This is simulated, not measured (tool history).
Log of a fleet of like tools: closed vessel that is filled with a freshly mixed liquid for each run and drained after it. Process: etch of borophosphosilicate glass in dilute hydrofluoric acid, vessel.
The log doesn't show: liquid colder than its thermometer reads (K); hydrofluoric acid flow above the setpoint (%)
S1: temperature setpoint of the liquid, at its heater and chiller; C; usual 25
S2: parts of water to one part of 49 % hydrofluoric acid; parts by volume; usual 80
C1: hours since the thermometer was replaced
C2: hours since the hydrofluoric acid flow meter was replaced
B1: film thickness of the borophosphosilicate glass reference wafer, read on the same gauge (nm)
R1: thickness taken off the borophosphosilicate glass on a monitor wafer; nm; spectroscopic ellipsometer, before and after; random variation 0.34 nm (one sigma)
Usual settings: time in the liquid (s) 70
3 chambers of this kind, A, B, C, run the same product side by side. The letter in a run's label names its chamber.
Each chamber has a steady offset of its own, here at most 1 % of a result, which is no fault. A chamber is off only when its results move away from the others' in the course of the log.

Run 1A, hour 3.6: usual settings; C1 784.9; C2 147.3; B1 99.969. Result: R1 33.946 nm.
Run 2C, hour 6.5: usual settings; C1 2129.8; C2 58.2; B1 99.981. Result: R1 34.286 nm.
Run 3B, hour 10: usual settings; C1 2473.7; C2 1400.9; B1 99.984. Result: R1 33.585 nm.
At hour 11.5: chamber B: hydrofluoric acid flow meter replaced.
Run 4A, hour 15: usual settings; C1 796.3; C2 158.7; B1 100. Result: R1 33.797 nm.
Run 5B, hour 18.8: usual settings; C1 2482.5; C2 7.4; B1 100. Result: R1 32.874 nm.
Run 6C, hour 23.2: usual settings but S2 50 parts by volume; C1 2146.5; C2 74.9; B1 99.989. Result: R1 56.661 nm.
Run 7A, hour 28.2: usual settings but S2 50 parts by volume; C1 809.5; C2 171.9; B1 100.02. Result: R1 57.37 nm.
Run 8C, hour 33.6: usual settings but S2 50 parts by volume; C1 2156.9; C2 85.3; B1 100. Result: R1 56.237 nm.
At hour 35.4: chamber B: thermometer replaced.
Run 9B, hour 37: usual settings; C1 1.6; C2 25.6; B1 100.01. Result: R1 32.914 nm.
Run 10A, hour 41.3: usual settings; C1 822.6; C2 185; B1 99.993. Result: R1 34.778 nm.
Run 11C, hour 45.4: usual settings but S1 22.5 C; C1 2168.7; C2 97.1; B1 99.993. Result: R1 31.114 nm.
Run 12B, hour 48.9: usual settings but S1 22.5 C; C1 13.5; C2 37.5; B1 100.01. Result: R1 30.93 nm.
Run 13C, hour 54.2: usual settings but S1 22.5 C; C1 2177.5; C2 105.9; B1 99.964. Result: R1 30.646 nm.
Run 14B, hour 57.3: usual settings but S2 55 parts by volume, time in the liquid (s) 45; C1 21.9; C2 45.9; B1 100.02. Result: R1 32.553 nm.
Run 15A, hour 62.9: usual settings but S2 55 parts by volume, time in the liquid (s) 45; C1 844.2; C2 206.6; B1 100. Result: R1 34.66 nm.
Run 16B, hour 65.6: usual settings but S2 55 parts by volume, time in the liquid (s) 45; C1 30.2; C2 54.2; B1 99.993. Result: R1 32.214 nm.
Run 17C, hour 69.4: usual settings; C1 2192.7; C2 121.1; B1 99.987. Result: R1 33.367 nm.
Run 18A, hour 72.3: usual settings; C1 853.6; C2 216; B1 99.979. Result: R1 35.432 nm.
Run 19B, hour 75.6: usual settings; C1 40.2; C2 64.2; B1 99.99. Result: R1 33.455 nm.
Run 20C, hour 81.6: usual settings but time in the liquid (s) 40; C1 2204.9; C2 133.3; B1 100.01. Result: R1 19.649 nm.

All 3 chambers run these settings next. Forecast each chamber's results:
Run 21A, hour 86: usual settings. Result: R1 ?.
Run 21B, hour 86: usual settings. Result: R1 ?.
Run 21C, hour 86: usual settings. Result: R1 ?.

run      R1
21A   36.41
21B  33.241
21C   33.47
